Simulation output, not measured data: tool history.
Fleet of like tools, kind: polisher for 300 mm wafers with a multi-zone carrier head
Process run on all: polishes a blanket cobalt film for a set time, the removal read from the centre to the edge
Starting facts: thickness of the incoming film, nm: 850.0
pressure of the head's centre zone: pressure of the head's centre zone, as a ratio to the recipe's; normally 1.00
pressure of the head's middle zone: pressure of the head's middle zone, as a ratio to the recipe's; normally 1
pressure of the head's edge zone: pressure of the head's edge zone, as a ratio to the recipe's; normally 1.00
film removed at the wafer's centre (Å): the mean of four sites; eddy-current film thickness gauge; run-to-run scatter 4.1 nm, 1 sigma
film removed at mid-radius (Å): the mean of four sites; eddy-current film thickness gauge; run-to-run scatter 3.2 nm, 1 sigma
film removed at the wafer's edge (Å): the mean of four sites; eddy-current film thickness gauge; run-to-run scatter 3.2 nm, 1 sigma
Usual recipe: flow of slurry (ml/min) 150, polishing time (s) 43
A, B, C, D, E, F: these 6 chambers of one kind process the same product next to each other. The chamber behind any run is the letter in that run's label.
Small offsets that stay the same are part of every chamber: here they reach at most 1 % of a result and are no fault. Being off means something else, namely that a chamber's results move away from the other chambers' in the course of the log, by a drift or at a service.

run	day	flow of slurry (ml/min)	pressure of the head's centre zone	pressure of the head's middle zone	pressure of the head's edge zone	polishing time (s)	film removed at the wafer's centre (Å)	film removed at mid-radius (Å)	film removed at the wafer's edge (Å)
1D	0.533	150	1.00	1	1.00	43	3379.3	3278.8	3282.3
2B	1.096	150	1.00	1	1.00	43	3204.8	3289.0	3291.7
# day 1.204: chamber C: worn pad replaced by a new one
# day 1.396: chamber B: slurry nozzle cleaned
3C	1.492	150	1.00	1	1.00	43	3282.0	3268.4	3303.8
# day 1.842: chamber E: centre zone pressure recalibrated
4F	1.883	150	1.00	1	1.00	43	3309.7	3318.6	3299.8
# day 1.996: chamber E: slurry nozzle cleaned
5A	2.225	150	1.00	1	1.00	43	3279.8	3272.1	3297.8
# day 2.558: chamber D: worn pad replaced by a new one
# day 2.579: chamber E: worn pad replaced by a new one
6E	2.625	150	1.00	1	1.00	43	3237.8	3279.2	3244.3
# day 2.921: chamber F: worn pad replaced by a new one
7E	3.204	150	1.00	1	1.00	43	3258.2	3317.8	3324.3
# day 3.521: chamber A: worn pad replaced by a new one
8B	3.783	150	1.00	1	1.00	43	3307.8	3238.9	3276.0
9A	4.271	150	1.00	1	1.00	43	3205.4	3232.9	3263.5
10F	4.583	150	1.00	1	1.00	43	3303.8	3251.7	3333.8
# day 5.004: chamber C: worn pad replaced by a new one
11C	5.092	150	1.00	1	1.00	43	3319.3	3276.3	3244.4
12D	5.408	150	1.00	1	1.00	43	3321.6	3260.0	3313.2
13C	5.883	150	1.00	1	1.00	43	3266.7	3337.3	3258.6
# day 5.988: chamber B: worn pad replaced by a new one
# day 6.246: chamber D: worn pad replaced by a new one
14D	6.246	150	1.00	1	1.00	43	3282.1	3315.1	3275.5
15E	6.800	150	1.00	1	1.00	43	3318.3	3265.4	3277.7
# day 7.104: chamber E: worn pad replaced by a new one
16A	7.212	150	1.00	1	1.08	51	3823.1	3882.0	4079.0
17B	7.488	150	1.00	1	1.08	51	3919.3	3935.8	4061.6
# day 7.925: chamber F: worn pad replaced by a new one
18F	8.083	150	1.00	1	1.08	51	3932.1	3911.7	4070.1
# day 8.221: chamber A: worn pad replaced by a new one
19D	8.567	150	1.00	1	1.08	51	3897.9	3951.5	4053.0
20E	8.825	150	1.00	1	1.08	51	3929.9	3862.2	4059.2
# day 8.862: chamber C: worn pad replaced by a new one
21A	9.288	150	1.00	1	1.08	51	3780.8	3953.5	4026.5
22F	9.833	120	1.00	1	1.00	43	3096.5	3163.5	3186.9
# day 9.846: chamber C: slurry nozzle cleaned
# day 10.054: chamber D: worn pad replaced by a new one
# day 10.258: chamber B: edge zone pressure recalibrated
23B	10.329	120	1.00	1	1.00	43	3104.1	3135.4	3196.4
24C	10.712	120	1.00	1	1.00	43	3080.1	3079.4	3170.3
25A	11.308	120	1.00	1	1.00	43	3045.3	3164.8	3138.4
# day 11.475: chamber E: worn pad replaced by a new one
26B	11.688	120	1.00	1	1.00	43	3125.5	3102.1	3247.4
27C	12.250	120	1.00	1	1.00	43	3107.5	3134.2	3142.3
# day 12.271: chamber A: worn pad replaced by a new one
# day 12.288: chamber B: worn pad replaced by a new one
# day 12.417: chamber A: slurry nozzle cleaned
28D	12.625	150	1.00	1	1.00	43	3320.5	3234.0	3224.3
29E	12.933	150	1.00	1	1.00	43	3327.1	3306.2	3357.7
# day 13.038: chamber C: worn pad replaced by a new one
# day 13.267: chamber C: edge zone pressure recalibrated
30F	13.446	150	1.00	1	1.00	43	3217.1	3290.8	3291.8
31D	13.975	150	1.00	1	1.00	43	3341.5	3317.5	3294.0
# day 14.062: chamber D: worn pad replaced by a new one
# day 14.192: chamber F: worn pad replaced by a new one
# day 14.471: chamber B: slurry nozzle cleaned
32A	14.479	150	1.00	1	1.00	43	3243.4	3303.2	3342.5
33B	14.950	150	1.00	1	1.00	43	3279.3	3283.0	3306.1
# day 15.129: chamber E: slurry nozzle cleaned
34F	15.425	150	1.00	1	1.00	43	3338.6	3316.6	3312.4
# day 15.650: chamber E: worn pad replaced by a new one
35E	15.792	150	1.00	1	1.00	43	3270.6	3290.8	3340.9
36C	16.379	150	1.00	1	1.00	43	3301.7	3271.8	3280.6
# day 16.692: chamber C: worn pad replaced by a new one
37A	16.808	150	1.00	1	1.00	43	3282.9	3261.8	3278.5
38C	17.071	150	1.00	1	1.00	43	3288.4	3269.9	3238.1
39F	17.558	150	1.00	1	1.00	43	3181.3	3285.6	3288.6
40E	18.004	150	0.96	1	0.90	43	3155.8	3297.6	3151.2
# day 18.096: chamber D: worn pad replaced by a new one
41D	18.417	150	0.96	1	0.90	43	3196.8	3273.9	3093.4

Which is it: a chamber that has drifted or been left off by a service, a gauge drift common to all chambers, or only each chamber's usual small offset? If a chamber is off, name it and its likeliest cause.

The fleet is healthy, with each chamber sitting at its usual small offset and no drift in the gauge.
